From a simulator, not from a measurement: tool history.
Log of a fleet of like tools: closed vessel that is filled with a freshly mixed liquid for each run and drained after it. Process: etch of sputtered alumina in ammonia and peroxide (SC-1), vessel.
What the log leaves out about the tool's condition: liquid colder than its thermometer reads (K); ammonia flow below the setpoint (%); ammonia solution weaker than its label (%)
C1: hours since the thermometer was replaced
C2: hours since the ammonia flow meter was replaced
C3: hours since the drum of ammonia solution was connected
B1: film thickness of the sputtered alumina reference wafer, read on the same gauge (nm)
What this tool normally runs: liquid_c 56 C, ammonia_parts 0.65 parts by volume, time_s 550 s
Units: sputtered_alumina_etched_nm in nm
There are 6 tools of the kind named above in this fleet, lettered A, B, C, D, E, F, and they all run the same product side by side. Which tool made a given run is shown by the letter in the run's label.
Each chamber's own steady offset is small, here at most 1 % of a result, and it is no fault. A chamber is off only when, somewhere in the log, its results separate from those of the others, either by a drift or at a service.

Run 1F, day 0.229: usual settings; C1 411.6; C2 2085.1; C3 195.9; B1 150.01. Result: sputtered_alumina_etched_nm 56.933 nm.
Run 2E, day 0.358: usual settings; C1 831.7; C2 596.4; C3 129.7; B1 150.01. Result: sputtered_alumina_etched_nm 56.251 nm.
Run 3B, day 0.567: usual settings; C1 93.2; C2 842.2; C3 401.6; B1 150.02. Result: sputtered_alumina_etched_nm 57.404 nm.
Run 4A, day 0.8: usual settings; C1 1379.2; C2 796.1; C3 63.7; B1 150. Result: sputtered_alumina_etched_nm 56.379 nm.
Run 5D, day 0.925: usual settings; C1 1494.5; C2 236.5; C3 688.9; B1 150. Result: sputtered_alumina_etched_nm 56.93 nm.
Run 6C, day 1.112: usual settings; C1 1071.3; C2 1248.7; C3 798.1; B1 150.02. Result: sputtered_alumina_etched_nm 56.685 nm.
Run 7C, day 1.254: usual settings; C1 1074.7; C2 1252.1; C3 801.5; B1 150.01. Result: sputtered_alumina_etched_nm 56.498 nm.
Run 8F, day 1.4: usual settings; C1 439.7; C2 2113.2; C3 224; B1 150. Result: sputtered_alumina_etched_nm 57.307 nm.
At day 1.558: chamber C: new drum of ammonia solution connected.
Run 9D, day 1.621: usual settings; C1 1511.2; C2 253.2; C3 705.6; B1 150.01. Result: sputtered_alumina_etched_nm 56.985 nm.
Run 10E, day 1.738: usual settings; C1 864.8; C2 629.5; C3 162.8; B1 150.01. Result: sputtered_alumina_etched_nm 56.413 nm.
Run 11B, day 1.904: usual settings; C1 125.3; C2 874.3; C3 433.7; B1 150. Result: sputtered_alumina_etched_nm 56.548 nm.
Run 12A, day 2.129: usual settings; C1 1411.1; C2 828; C3 95.6; B1 150. Result: sputtered_alumina_etched_nm 56.565 nm.
Run 13E, day 2.354: usual settings; C1 879.6; C2 644.3; C3 177.6; B1 149.98. Result: sputtered_alumina_etched_nm 56.285 nm.
Run 14A, day 2.542: usual settings; C1 1421; C2 837.9; C3 105.5; B1 150.03. Result: sputtered_alumina_etched_nm 56.926 nm.
At day 2.679: chamber E: thermometer replaced.
Run 15D, day 2.75: usual settings; C1 1538.3; C2 280.3; C3 732.7; B1 149.98. Result: sputtered_alumina_etched_nm 57.982 nm.
Run 16B, day 2.958: usual settings; C1 150.6; C2 899.6; C3 459; B1 150.01. Result: sputtered_alumina_etched_nm 57.422 nm.
At day 3.038: chamber B: new drum of ammonia solution connected.
Run 17F, day 3.108: usual settings; C1 480.7; C2 2154.2; C3 265; B1 149.99. Result: sputtered_alumina_etched_nm 57.255 nm.
Run 18C, day 3.262: usual settings; C1 1122.9; C2 1300.3; C3 41; B1 150.02. Result: sputtered_alumina_etched_nm 56.184 nm.
Run 19F, day 3.45: usual settings; C1 488.9; C2 2162.4; C3 273.2; B1 150.02. Result: sputtered_alumina_etched_nm 57.712 nm.
Run 20D, day 3.671: usual settings; C1 1560.4; C2 302.4; C3 754.8; B1 149.99. Result: sputtered_alumina_etched_nm 57.178 nm.
Run 21E, day 3.883: usual settings; C1 28.9; C2 681; C3 214.3; B1 149.99. Result: sputtered_alumina_etched_nm 56.61 nm.
Run 22A, day 4.079: usual settings; C1 1457.9; C2 874.8; C3 142.4; B1 150.01. Result: sputtered_alumina_etched_nm 56.941 nm.
Run 23B, day 4.188: usual settings; C1 180.1; C2 929.1; C3 27.6; B1 149.98. Result: sputtered_alumina_etched_nm 57.62 nm.
At day 4.308: chamber A: thermometer replaced.
Run 24C, day 4.412: usual settings; C1 1150.5; C2 1327.9; C3 68.6; B1 150. Result: sputtered_alumina_etched_nm 55.276 nm.
Run 25E, day 4.525: usual settings; C1 44.3; C2 696.4; C3 229.7; B1 149.99. Result: sputtered_alumina_etched_nm 57.178 nm.
Run 26F, day 4.7: usual settings; C1 518.9; C2 2192.4; C3 303.2; B1 150.03. Result: sputtered_alumina_etched_nm 56.887 nm.
At day 4.788: chamber C: ammonia flow meter replaced.
Run 27C, day 4.904: usual settings; C1 1162.3; C2 2.9; C3 80.4; B1 149.98. Result: sputtered_alumina_etched_nm 55.036 nm.
Run 28D, day 5.092: usual settings; C1 1594.5; C2 336.5; C3 788.9; B1 149.98. Result: sputtered_alumina_etched_nm 57.133 nm.
Run 29B, day 5.288: usual settings; C1 206.5; C2 955.5; C3 54; B1 150. Result: sputtered_alumina_etched_nm 57.007 nm.
Run 30A, day 5.425: usual settings; C1 26.9; C2 907.1; C3 174.7; B1 150. Result: sputtered_alumina_etched_nm 56.885 nm.
Run 31C, day 5.546: usual settings; C1 1177.7; C2 18.3; C3 95.8; B1 149.99. Result: sputtered_alumina_etched_nm 54.782 nm.
Run 32E, day 5.762: usual settings but liquid_c 61.5 C; C1 74; C2 726.1; C3 259.4; B1 150. Result: sputtered_alumina_etched_nm 75.834 nm.
Run 33A, day 5.988: usual settings but liquid_c 61.5 C; C1 40.4; C2 920.6; C3 188.2; B1 150. Result: sputtered_alumina_etched_nm 75.507 nm.
Run 34B, day 6.217: usual settings but liquid_c 61.5 C; C1 228.8; C2 977.8; C3 76.3; B1 149.99. Result: sputtered_alumina_etched_nm 76.635 nm.
Run 35D, day 6.35: usual settings but liquid_c 61.5 C; C1 1624.7; C2 366.7; C3 819.1; B1 149.98. Result: sputtered_alumina_etched_nm 76.273 nm.
Run 36F, day 6.546: usual settings but liquid_c 61.5 C; C1 563.2; C2 2236.7; C3 347.5; B1 149.98. Result: sputtered_alumina_etched_nm 76.416 nm.
Run 37B, day 6.692: usual settings but liquid_c 61.5 C; C1 240.2; C2 989.2; C3 87.7; B1 150. Result: sputtered_alumina_etched_nm 76.612 nm.
Run 38D, day 6.883: usual settings; C1 1637.5; C2 379.5; C3 831.9; B1 149.97. Result: sputtered_alumina_etched_nm 57.252 nm.
Run 39F, day 7: usual settings; C1 574.1; C2 2247.6; C3 358.4; B1 150.02. Result: sputtered_alumina_etched_nm 57.302 nm.
Run 40E, day 7.162: usual settings; C1 107.6; C2 759.7; C3 293; B1 150.01. Result: sputtered_alumina_etched_nm 56.273 nm.
Run 41C, day 7.308: usual settings but time_s 255 s; C1 1220; C2 60.6; C3 138.1; B1 150.01. Result: sputtered_alumina_etched_nm 24.922 nm.
Run 42A, day 7.538: usual settings but time_s 255 s; C1 77.6; C2 957.8; C3 225.4; B1 150. Result: sputtered_alumina_etched_nm 26.09 nm.
Run 43C, day 7.692: usual settings but time_s 255 s; C1 1229.2; C2 69.8; C3 147.3; B1 149.99. Result: sputtered_alumina_etched_nm 24.503 nm.

What goes on in this fleet: one chamber off, a drifting gauge, or nothing beyond the chambers' own small offsets? Name the chamber and the cause, if any.

Chamber C drifts away from the others.
Likeliest cause: liquid colder than its thermometer reads (K) = 1.16.

Below are 4 candidate recipes for chamber C's next run, each the usual settings with a change, their results shown as question marks. Which of them brings C's results back in line with what the other chambers give on the usual settings?
In line means no further than this from the other chambers' mean on the usual settings: sputtered_alumina_etched_nm 1 nm
Run 44C-1, day 7.858: usual settings but time_s 515 s. Result: sputtered_alumina_etched_nm ?.
Run 44C-2, day 7.858: usual settings but ammonia_parts 0.45 parts by volume. Result: sputtered_alumina_etched_nm ?.
Run 44C-3, day 7.858: usual settings but liquid_c 56.5 C. Result: sputtered_alumina_etched_nm ?.
Run 44C-4, day 7.858: usual settings but liquid_c 56.5 C, time_s 570 s. Result: sputtered_alumina_etched_nm ?.

The other chambers' mean on the usual settings: sputtered_alumina_etched_nm 57.015 nm
  run  sputtered_alumina_etched_nm
44C-1                       50.006
44C-2                        51.61
44C-3                       54.812
44C-4                       56.805
The right change is 44C-4: it brings the chamber back within the allowed miss of the others.

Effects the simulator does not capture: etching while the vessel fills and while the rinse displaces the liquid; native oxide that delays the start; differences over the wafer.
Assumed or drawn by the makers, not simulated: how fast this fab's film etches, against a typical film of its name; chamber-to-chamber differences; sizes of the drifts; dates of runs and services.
